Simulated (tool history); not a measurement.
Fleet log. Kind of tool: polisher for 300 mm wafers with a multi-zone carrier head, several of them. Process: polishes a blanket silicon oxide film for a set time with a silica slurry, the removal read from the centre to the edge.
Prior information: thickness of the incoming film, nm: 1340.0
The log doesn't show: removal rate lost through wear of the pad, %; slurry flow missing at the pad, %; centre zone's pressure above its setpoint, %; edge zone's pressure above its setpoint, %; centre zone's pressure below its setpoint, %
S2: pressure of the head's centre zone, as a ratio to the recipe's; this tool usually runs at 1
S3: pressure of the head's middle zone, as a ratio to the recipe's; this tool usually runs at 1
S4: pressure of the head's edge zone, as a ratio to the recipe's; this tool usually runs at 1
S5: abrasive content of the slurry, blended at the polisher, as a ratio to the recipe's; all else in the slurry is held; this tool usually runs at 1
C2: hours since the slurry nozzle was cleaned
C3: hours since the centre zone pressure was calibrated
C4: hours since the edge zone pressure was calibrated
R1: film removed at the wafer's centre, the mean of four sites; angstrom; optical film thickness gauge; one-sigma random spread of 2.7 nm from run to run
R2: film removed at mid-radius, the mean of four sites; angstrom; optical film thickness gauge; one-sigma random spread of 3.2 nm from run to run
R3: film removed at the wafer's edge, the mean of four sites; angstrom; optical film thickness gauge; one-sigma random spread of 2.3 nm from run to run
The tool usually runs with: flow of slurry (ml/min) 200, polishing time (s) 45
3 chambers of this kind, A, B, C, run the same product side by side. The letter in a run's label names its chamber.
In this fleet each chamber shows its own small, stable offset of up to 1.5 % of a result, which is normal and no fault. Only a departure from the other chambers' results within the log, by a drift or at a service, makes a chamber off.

{"day": 0.133, "done": "chamber B: worn pad replaced by a new one"}
{"run": "1B", "day": 0.221, "flow of slurry (ml/min)": 200, "S2": 1, "S3": 1, "S4": 1, "S5": 1, "polishing time (s)": 45, "wafers polished on this pad": 21, "C2": 426.7, "C3": 813.1, "C4": 997.7, "R1": 2136.7, "R2": 2132, "R3": 2096.1}
{"run": "2C", "day": 0.696, "flow of slurry (ml/min)": 200, "S2": 1, "S3": 1, "S4": 1, "S5": 1, "polishing time (s)": 45, "wafers polished on this pad": 248, "C2": 382.9, "C3": 1462.2, "C4": 1114.8, "R1": 2147.7, "R2": 2087, "R3": 2102.4}
{"run": "3A", "day": 0.983, "flow of slurry (ml/min)": 200, "S2": 1, "S3": 1, "S4": 1, "S5": 1, "polishing time (s)": 45, "wafers polished on this pad": 1102, "C2": 159.6, "C3": 610.9, "C4": 835.2, "R1": 2136, "R2": 2121.6, "R3": 2175.1}
{"run": "4C", "day": 1.396, "flow of slurry (ml/min)": 200, "S2": 1, "S3": 1, "S4": 1, "S5": 1, "polishing time (s)": 45, "wafers polished on this pad": 418, "C2": 399.7, "C3": 1479, "C4": 1131.6, "R1": 2107.8, "R2": 2089.8, "R3": 2126.5}
{"run": "5B", "day": 1.612, "flow of slurry (ml/min)": 200, "S2": 1, "S3": 1, "S4": 1, "S5": 1, "polishing time (s)": 45, "wafers polished on this pad": 360, "C2": 460.1, "C3": 846.5, "C4": 1031.1, "R1": 2147.2, "R2": 2125.2, "R3": 2113.7}
{"run": "6A", "day": 1.838, "flow of slurry (ml/min)": 200, "S2": 1, "S3": 1, "S4": 1, "S5": 1, "polishing time (s)": 45, "wafers polished on this pad": 1310, "C2": 180.1, "C3": 631.4, "C4": 855.7, "R1": 2124.9, "R2": 2148.7, "R3": 2185.6}
{"day": 1.883, "done": "chamber C: worn pad replaced by a new one"}
{"day": 1.892, "done": "chamber A: edge zone pressure recalibrated"}
{"day": 1.979, "done": "chamber A: worn pad replaced by a new one"}
{"run": "7C", "day": 2.092, "flow of slurry (ml/min)": 200, "S2": 1, "S3": 1, "S4": 1, "S5": 1, "polishing time (s)": 45, "wafers polished on this pad": 50, "C2": 416.4, "C3": 1495.7, "C4": 1148.3, "R1": 2128.4, "R2": 2087.1, "R3": 2123.7}
{"run": "8A", "day": 2.575, "flow of slurry (ml/min)": 200, "S2": 1, "S3": 1, "S4": 1, "S5": 1, "polishing time (s)": 45, "wafers polished on this pad": 144, "C2": 197.8, "C3": 649.1, "C4": 16.5, "R1": 2184, "R2": 2193.5, "R3": 2125.4}
{"day": 2.658, "done": "chamber B: worn pad replaced by a new one"}
{"run": "9B", "day": 2.825, "flow of slurry (ml/min)": 200, "S2": 1, "S3": 1, "S4": 1, "S5": 1, "polishing time (s)": 45, "wafers polished on this pad": 41, "C2": 489.2, "C3": 875.6, "C4": 1060.2, "R1": 2153.2, "R2": 2109.7, "R3": 2078}
{"run": "10C", "day": 3.125, "flow of slurry (ml/min)": 200, "S2": 1, "S3": 1, "S4": 1, "S5": 1, "polishing time (s)": 45, "wafers polished on this pad": 302, "C2": 441.2, "C3": 1520.5, "C4": 1173.1, "R1": 2170.6, "R2": 2098.2, "R3": 2155.2}
{"run": "11B", "day": 3.35, "flow of slurry (ml/min)": 200, "S2": 1, "S3": 1, "S4": 1, "S5": 1, "polishing time (s)": 45, "wafers polished on this pad": 168, "C2": 501.8, "C3": 888.2, "C4": 1072.8, "R1": 2100.9, "R2": 2127.6, "R3": 2141.5}
{"run": "12A", "day": 3.825, "flow of slurry (ml/min)": 200, "S2": 1, "S3": 1, "S4": 1, "S5": 1, "polishing time (s)": 45, "wafers polished on this pad": 448, "C2": 227.8, "C3": 679.1, "C4": 46.5, "R1": 2148.5, "R2": 2165.3, "R3": 2129.2}
{"day": 3.962, "done": "chamber B: slurry nozzle cleaned"}
{"day": 4.079, "done": "chamber C: worn pad replaced by a new one"}
{"run": "13A", "day": 4.154, "flow of slurry (ml/min)": 200, "S2": 1, "S3": 1, "S4": 1.05, "S5": 1.15, "polishing time (s)": 45, "wafers polished on this pad": 528, "C2": 235.7, "C3": 687, "C4": 54.4, "R1": 2297.1, "R2": 2269.7, "R3": 2358.8}
{"run": "14C", "day": 4.488, "flow of slurry (ml/min)": 200, "S2": 1, "S3": 1, "S4": 1.05, "S5": 1.15, "polishing time (s)": 45, "wafers polished on this pad": 99, "C2": 473.9, "C3": 1553.2, "C4": 1205.8, "R1": 2287.8, "R2": 2175.6, "R3": 2262.3}
{"run": "15B", "day": 4.938, "flow of slurry (ml/min)": 200, "S2": 1, "S3": 1, "S4": 1.05, "S5": 1.15, "polishing time (s)": 45, "wafers polished on this pad": 554, "C2": 23.4, "C3": 926.3, "C4": 1110.9, "R1": 2255, "R2": 2257.7, "R3": 2267.7}
{"day": 5.179, "done": "chamber B: worn pad replaced by a new one"}
{"day": 5.225, "done": "chamber A: slurry nozzle cleaned"}
{"run": "16A", "day": 5.346, "flow of slurry (ml/min)": 200, "S2": 1, "S3": 1, "S4": 1, "S5": 1, "polishing time (s)": 45, "wafers polished on this pad": 818, "C2": 2.9, "C3": 715.6, "C4": 83, "R1": 2091.3, "R2": 2165.8, "R3": 2141.6}
{"run": "17B", "day": 5.817, "flow of slurry (ml/min)": 200, "S2": 1, "S3": 1, "S4": 1, "S5": 1, "polishing time (s)": 45, "wafers polished on this pad": 155, "C2": 44.5, "C3": 947.4, "C4": 1132, "R1": 2158, "R2": 2199.4, "R3": 2116.5}
{"day": 5.962, "done": "chamber C: worn pad replaced by a new one"}
{"day": 5.967, "done": "chamber C: centre zone pressure recalibrated"}
{"run": "18C", "day": 6.033, "flow of slurry (ml/min)": 200, "S2": 1.11, "S3": 1, "S4": 1, "S5": 1.25, "polishing time (s)": 45, "wafers polished on this pad": 17, "C2": 511, "C3": 1.7, "C4": 1242.9, "R1": 2378.4, "R2": 2328.8, "R3": 2295.7}
{"run": "19C", "day": 6.462, "flow of slurry (ml/min)": 200, "S2": 1.11, "S3": 1, "S4": 1, "S5": 1.25, "polishing time (s)": 45, "wafers polished on this pad": 122, "C2": 521.3, "C3": 12, "C4": 1253.2, "R1": 2406.8, "R2": 2317.7, "R3": 2347}
{"run": "20A", "day": 6.9, "flow of slurry (ml/min)": 200, "S2": 1.11, "S3": 1, "S4": 1, "S5": 1.25, "polishing time (s)": 45, "wafers polished on this pad": 1196, "C2": 40.2, "C3": 752.9, "C4": 120.3, "R1": 2613, "R2": 2331.4, "R3": 2389.4}
{"run": "21B", "day": 7.179, "flow of slurry (ml/min)": 200, "S2": 1, "S3": 1, "S4": 1, "S5": 1, "polishing time (s)": 45, "wafers polished on this pad": 486, "C2": 77.2, "C3": 980.1, "C4": 1164.7, "R1": 2171.4, "R2": 2104.1, "R3": 2140.8}
{"run": "22A", "day": 7.608, "flow of slurry (ml/min)": 200, "S2": 1, "S3": 1, "S4": 1, "S5": 1, "polishing time (s)": 45, "wafers polished on this pad": 1368, "C2": 57.2, "C3": 769.9, "C4": 137.3, "R1": 2095.6, "R2": 2126.8, "R3": 2128}
{"day": 7.725, "done": "chamber A: worn pad replaced by a new one"}
{"day": 7.767, "done": "chamber B: worn pad replaced by a new one"}
{"run": "23B", "day": 7.9, "flow of slurry (ml/min)": 200, "S2": 1, "S3": 1, "S4": 1, "S5": 1, "polishing time (s)": 45, "wafers polished on this pad": 33, "C2": 94.5, "C3": 997.4, "C4": 1182, "R1": 2082.2, "R2": 2104, "R3": 2143.5}
{"day": 7.938, "done": "chamber B: centre zone pressure recalibrated"}
{"day": 8.129, "done": "chamber C: worn pad replaced by a new one"}
{"run": "24C", "day": 8.196, "flow of slurry (ml/min)": 200, "S2": 1, "S3": 1, "S4": 1, "S5": 1, "polishing time (s)": 45, "wafers polished on this pad": 16, "C2": 562.9, "C3": 53.6, "C4": 1294.8, "R1": 1960, "R2": 2070.4, "R3": 2127.8}
{"run": "25A", "day": 8.567, "flow of slurry (ml/min)": 200, "S2": 1, "S3": 1, "S4": 1, "S5": 1, "polishing time (s)": 45, "wafers polished on this pad": 204, "C2": 80.2, "C3": 792.9, "C4": 160.3, "R1": 2138.1, "R2": 2180.8, "R3": 2164.6}
{"run": "26B", "day": 8.883, "flow of slurry (ml/min)": 200, "S2": 1, "S3": 1, "S4": 1, "S5": 1, "polishing time (s)": 45, "wafers polished on this pad": 272, "C2": 118.1, "C3": 22.8, "C4": 1205.6, "R1": 2103.6, "R2": 2111.8, "R3": 2116}
{"run": "27C", "day": 9.225, "flow of slurry (ml/min)": 200, "S2": 1, "S3": 1, "S4": 1, "S5": 1, "polishing time (s)": 45, "wafers polished on this pad": 266, "C2": 587.6, "C3": 78.3, "C4": 1319.5, "R1": 1948.1, "R2": 2109.7, "R3": 2115.6}

All chambers now run identical settings, listed one chamber a line with results as question marks. What results will each chamber show?
{"run": "28A", "day": 9.575, "flow of slurry (ml/min)": 200, "S2": 1, "S3": 1, "S4": 1, "S5": 1, "polishing time (s)": 45, "R1": "?", "R2": "?", "R3": "?"}
{"run": "28B", "day": 9.575, "flow of slurry (ml/min)": 200, "S2": 1, "S3": 1, "S4": 1, "S5": 1, "polishing time (s)": 45, "R1": "?", "R2": "?", "R3": "?"}
{"run": "28C", "day": 9.575, "flow of slurry (ml/min)": 200, "S2": 1, "S3": 1, "S4": 1, "S5": 1, "polishing time (s)": 45, "R1": "?", "R2": "?", "R3": "?"}

run=28A R1=2116.4 R2=2099.9 R3=2140.9
run=28B R1=2107.5 R2=2065.1 R3=2133.9
run=28C R1=1936.6 R2=2097.8 R3=2113.7
